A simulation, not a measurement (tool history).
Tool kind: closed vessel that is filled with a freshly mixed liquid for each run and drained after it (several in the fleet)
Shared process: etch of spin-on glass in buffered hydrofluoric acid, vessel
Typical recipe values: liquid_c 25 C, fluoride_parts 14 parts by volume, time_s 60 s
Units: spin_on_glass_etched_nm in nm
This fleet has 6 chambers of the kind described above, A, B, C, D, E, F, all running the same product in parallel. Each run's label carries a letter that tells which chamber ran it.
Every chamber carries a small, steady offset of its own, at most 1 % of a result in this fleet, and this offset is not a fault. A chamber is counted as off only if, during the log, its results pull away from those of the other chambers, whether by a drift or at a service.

run    day  liquid_c  fluoride_parts  time_s  read-back film thickness of the spin-on glass reference wafer, read on the same gauge (nm)  spin_on_glass_etched_nm
 1A  0.262        25              14      60                                                                                      79.985                   132.19
 2B    0.4        25              14      60                                                                                      79.965                   134.65
 3D  0.692        25              14      60                                                                                      79.992                   133.96
 4F  0.854        25              14      60                                                                                      80.003                   133.29
 5E  1.083        23              19      60                                                                                      79.996                   88.207
 6C  1.221        23              19      60                                                                                      79.959                   88.249
 7A  1.438        23              19      60                                                                                      80.011                    87.84
 8E  1.688        23              19      60                                                                                      80.011                   88.538
 9F  1.817        23              19      60                                                                                      80.006                   88.386
10C  1.988        23              19      60                                                                                      79.969                     88.5
11B   2.15        25              14      60                                                                                      80.033                   133.58
12D  2.317        25              16      95                                                                                      79.986                   186.67
     2.383  -- chamber E: hydrofluoric acid flow meter replaced
13A  2.462        25              16      95                                                                                      79.966                   185.66
14E  2.679        25              16      95                                                                                       79.98                   186.37
15B  2.842        25              16      95                                                                                      80.032                   187.82
16C      3        25              16      95                                                                                      79.987                   185.09
17F    3.2        25              16      95                                                                                      79.966                   185.07
18D  3.412        25              14      60                                                                                      79.948                   133.49
19D  3.633        25              14      60                                                                                      80.007                   134.42
20F  3.908        25              14      60                                                                                       79.97                   133.77
21B  4.054        25              14      60                                                                                      79.994                   134.51
22E   4.35        25              14      60                                                                                      79.994                   133.98
23A  4.567        25              14      60                                                                                      80.024                   132.43
24C  4.704        25              14      60                                                                                       79.99                   133.31
25F  4.933        25              14      60                                                                                      80.035                   132.24
26C  5.175        25              14      60                                                                                      79.979                   134.52
27B  5.438        25              14      60                                                                                      79.949                   133.74
28D  5.692        25              14      60                                                                                      79.988                   138.19
29A  5.971      20.5              14      30                                                                                      80.005                   51.796
30E  6.183      20.5              14      30                                                                                      80.055                   51.946
31F  6.425      20.5              14      30                                                                                      80.024                    52.05
32B  6.712      20.5              14      30                                                                                      80.039                   52.875
33D  6.908      20.5              14      30                                                                                       79.98                   53.988
34A  7.171      20.5              14      30                                                                                      80.007                   51.823
35E  7.333        25              14      60                                                                                      80.036                   134.05
36C  7.592        25              14      60                                                                                      79.997                   131.44
37E  7.808        29              10      60                                                                                      79.977                   230.03
38C  8.092        29              10      60                                                                                      79.989                   230.42
39A  8.308        29              10      60                                                                                      80.009                   227.45
40F    8.6        29              10      60                                                                                      79.988                   231.57
41D  8.892        29              10      60                                                                                      80.004                   239.99
42B  9.121        29              10      60                                                                                      79.983                   227.61
43B  9.254      29.5              16      60                                                                                      79.983                   150.03

Has any chamber moved away from the others, gradually or after a service, or does the common gauge drift, or do the chambers differ only by their own small steady offsets? State the chamber and the most likely cause if one applies.

One chamber, D, drifts off from the rest bit by bit.
Cause: hydrofluoric acid flow above the setpoint (%) = 6.22.
It could be hard to tell apart here from: liquid hotter than its thermometer reads (K).

Which of the 4 candidates below, each the usual settings with something changed and its results left as question marks, puts chamber D back in line with what the other chambers give on the usual settings?
In line here means within this much of the mean the other chambers give on the usual settings: spin_on_glass_etched_nm 2.2 nm
44D-1  9.467        25            14.5      55                                                                                                                    ?
44D-2  9.467      25.5            13.5      60                                                                                                                    ?
44D-3  9.467        25              15      60                                                                                                                    ?
44D-4  9.467        26              13      60                                                                                                                    ?

Other chambers, usual settings, mean: spin_on_glass_etched_nm 133.37 nm
  run  spin_on_glass_etched_nm
44D-1                   125.95
44D-2                   151.48
44D-3                   132.91
44D-4                   161.55
With 44D-3, the chamber falls back in line with the rest.

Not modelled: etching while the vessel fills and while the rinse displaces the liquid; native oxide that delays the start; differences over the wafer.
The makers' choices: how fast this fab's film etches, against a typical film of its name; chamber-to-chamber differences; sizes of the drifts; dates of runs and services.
